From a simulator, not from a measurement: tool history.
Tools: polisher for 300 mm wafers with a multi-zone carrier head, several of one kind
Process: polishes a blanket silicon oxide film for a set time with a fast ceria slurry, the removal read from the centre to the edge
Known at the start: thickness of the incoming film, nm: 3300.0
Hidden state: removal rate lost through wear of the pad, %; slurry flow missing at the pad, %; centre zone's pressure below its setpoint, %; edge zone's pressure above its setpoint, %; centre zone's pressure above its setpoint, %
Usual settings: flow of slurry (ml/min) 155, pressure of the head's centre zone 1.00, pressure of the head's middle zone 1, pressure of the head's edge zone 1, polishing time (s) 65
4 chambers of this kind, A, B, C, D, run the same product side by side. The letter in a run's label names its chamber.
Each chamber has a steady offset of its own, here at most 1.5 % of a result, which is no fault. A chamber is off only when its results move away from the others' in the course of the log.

run   hour  flow of slurry (ml/min)  pressure of the head's centre zone  pressure of the head's middle zone  pressure of the head's edge zone  polishing time (s)  wafers polished on this pad  hours since the slurry nozzle was cleaned  hours since the centre zone pressure was calibrated  hours since the edge zone pressure was calibrated  film removed at the wafer's centre (angstrom)  film removed at mid-radius (angstrom)  film removed at the wafer's edge (angstrom)
       6.1  -- chamber B: worn pad replaced by a new one
 1B    7.4                      155                                1.00                                   1                                 1                  65                           17                                      173.5                                                476.5                                              229.6                                          13239                                  13363                                        13440
       7.5  -- chamber C: worn pad replaced by a new one
 2C   19.6                      155                                1.00                                   1                                 1                  65                          156                                      160.4                                                139.3                                              494.4                                          12962                                  13662                                        13701
 3A   26.6                      155                                1.00                                   1                                 1                  65                          472                                      399.3                                                106.2                                               30.9                                          13288                                  13602                                        13224
 4D   41.3                      155                                1.00                                   1                                 1                  65                         1055                                      156.7                                                262.8                                              609.0                                          13840                                  13333                                        13437
      41.4  -- chamber D: worn pad replaced by a new one
      42.0  -- chamber A: worn pad replaced by a new one
 5B   53.7                      155                                1.00                                   1                                 1                  65                          615                                      219.8                                                522.8                                              275.9                                          13268                                  13582                                        13297
 6A   64.0                      155                                1.00                                   1                                 1                  65                          284                                      436.7                                                143.6                                               68.3                                          13475                                  13618                                        13616
 7D   73.6                      155                                1.00                                   1                                 1                  65                          417                                      189.0                                                295.1                                              641.3                                          13756                                  13265                                        13218
      74.5  -- chamber B: worn pad replaced by a new one
 8C   87.7                      155                                1.00                                   1                                 1                  65                         1036                                      228.5                                                207.4                                              562.5                                          13044                                  13499                                        13664
      91.1  -- chamber A: worn pad replaced by a new one
 9B   97.7                      155                                1.00                                   1                                 1                  65                          300                                      263.8                                                566.8                                              319.9                                          13189                                  13356                                        13193
     101.7  -- chamber D: edge zone pressure recalibrated
10D  110.0                      155                                1.00                                   1                                 1                  65                          887                                      225.4                                                331.5                                                8.4                                          13587                                  13493                                        13025
11A  118.8                      155                                1.00                                   1                                 1                  65                          358                                      491.5                                                198.4                                              123.1                                          13534                                  13661                                        13453
     123.9  -- chamber C: worn pad replaced by a new one
     125.0  -- chamber B: centre zone pressure recalibrated
12C  129.5                      155                                1.00                                   1                                 1                  65                           73                                      270.3                                                249.2                                              604.3                                          13333                                  13501                                        13398
     137.2  -- chamber D: worn pad replaced by a new one
13B  142.7                      155                                1.00                                   1                                 1                  65                          881                                      308.8                                                 17.7                                              364.9                                          13379                                  13479                                        13334
     145.9  -- chamber A: worn pad replaced by a new one
14C  151.6                      155                                1.00                                   1                                 1                  65                          358                                      292.4                                                271.3                                              626.4                                          13366                                  13430                                        13351
     154.4  -- chamber B: edge zone pressure recalibrated
     156.2  -- chamber B: worn pad replaced by a new one
15A  166.2                      155                                0.92                                   1                                 1                  79                          262                                      538.9                                                245.8                                              170.5                                          14938                                  16392                                        16299
16D  175.2                      155                                0.92                                   1                                 1                  79                          491                                      290.6                                                396.7                                               73.6                                          16045                                  16295                                        16081
17B  184.0                      155                                0.92                                   1                                 1                  79                          359                                      350.1                                                 59.0                                               29.6                                          14527                                  16490                                        16128
18C  194.2                      155                                0.92                                   1                                 1                  79                          908                                      335.0                                                313.9                                              669.0                                          14795                                  16315                                        16430
19D  202.4                      155                                1.00                                   1                                 1                  65                          842                                      317.8                                                423.9                                              100.8                                          14355                                  13168                                        13159
20A  209.8                      155                                1.00                                   1                                 1                  65                          825                                      582.5                                                289.4                                              214.1                                          13406                                  13300                                        13303
     210.5  -- chamber A: worn pad replaced by a new one
21D  221.8                      155                                1.00                                   1                                 1                  65                         1093                                      337.2                                                443.3                                              120.2                                          14597                                  13557                                        13355
     225.8  -- chamber B: worn pad replaced by a new one
22B  235.8                      155                                1.00                                   1                                 1                  65                          130                                      401.9                                                110.8                                               81.4                                          13255                                  13332                                        13375
23C  243.7                      155                                1.00                                   1                                 1                  65                         1547                                      384.5                                                363.4                                              718.5                                          13465                                  13513                                        13484
24A  253.0                      155                                1.00                                   1                                 1                  65                          549                                      625.7                                                332.6                                              257.3                                          13609                                  13268                                        13090
25A  268.0                      155                                1.00                                   1                                 1                  65                          743                                      640.7                                                347.6                                              272.3                                          13465                                  13380                                        13213
26B  282.8                      155                                1.00                                   1                                 1                  65                          737                                      448.9                                                157.8                                              128.4                                          13258                                  13510                                        13543

Is one chamber off against the others, does the gauge drift, or is nothing wrong? If a chamber is off, say which, and what the likeliest cause is.

Chamber D drifts away from the others.
Cause: centre zone's pressure above its setpoint, % = 10.3.

Here are 4 candidates for chamber D's next run, each the usual settings with a change, their results left as question marks. Which one brings its results back in line with what the others give on the usual settings?
In line means no further than this from the other chambers' mean on the usual settings: film removed at the wafer's centre (angstrom) 680; film removed at mid-radius (angstrom) 420; film removed at the wafer's edge (angstrom) 470
27D-1  294.0                      165                                1.10                                0.98                              0.96                  65                                                                                                                                                                                                                              ?                                      ?                                            ?
27D-2  294.0                      185                                1.17                                0.93                              0.86                  68                                                                                                                                                                                                                              ?                                      ?                                            ?
27D-3  294.0                      145                                0.90                                1.02                              1.04                  65                                                                                                                                                                                                                              ?                                      ?                                            ?
27D-4  294.0                      135                                0.83                                1.04                              1.09                  64                                                                                                                                                                                                                              ?                                      ?                                            ?

The other chambers' mean on the usual settings: film removed at the wafer's centre (angstrom) 13330; film removed at mid-radius (angstrom) 13441; film removed at the wafer's edge (angstrom) 13399
  run  film removed at the wafer's centre (angstrom)  film removed at mid-radius (angstrom)  film removed at the wafer's edge (angstrom)
27D-1                                          16939                                  13301                                        13207
27D-2                                          19349                                  13502                                        13254
27D-3                                          13219                                  13495                                        13537
27D-4                                          11694                                  13340                                        13530
27D-3 brings the chamber back in line.

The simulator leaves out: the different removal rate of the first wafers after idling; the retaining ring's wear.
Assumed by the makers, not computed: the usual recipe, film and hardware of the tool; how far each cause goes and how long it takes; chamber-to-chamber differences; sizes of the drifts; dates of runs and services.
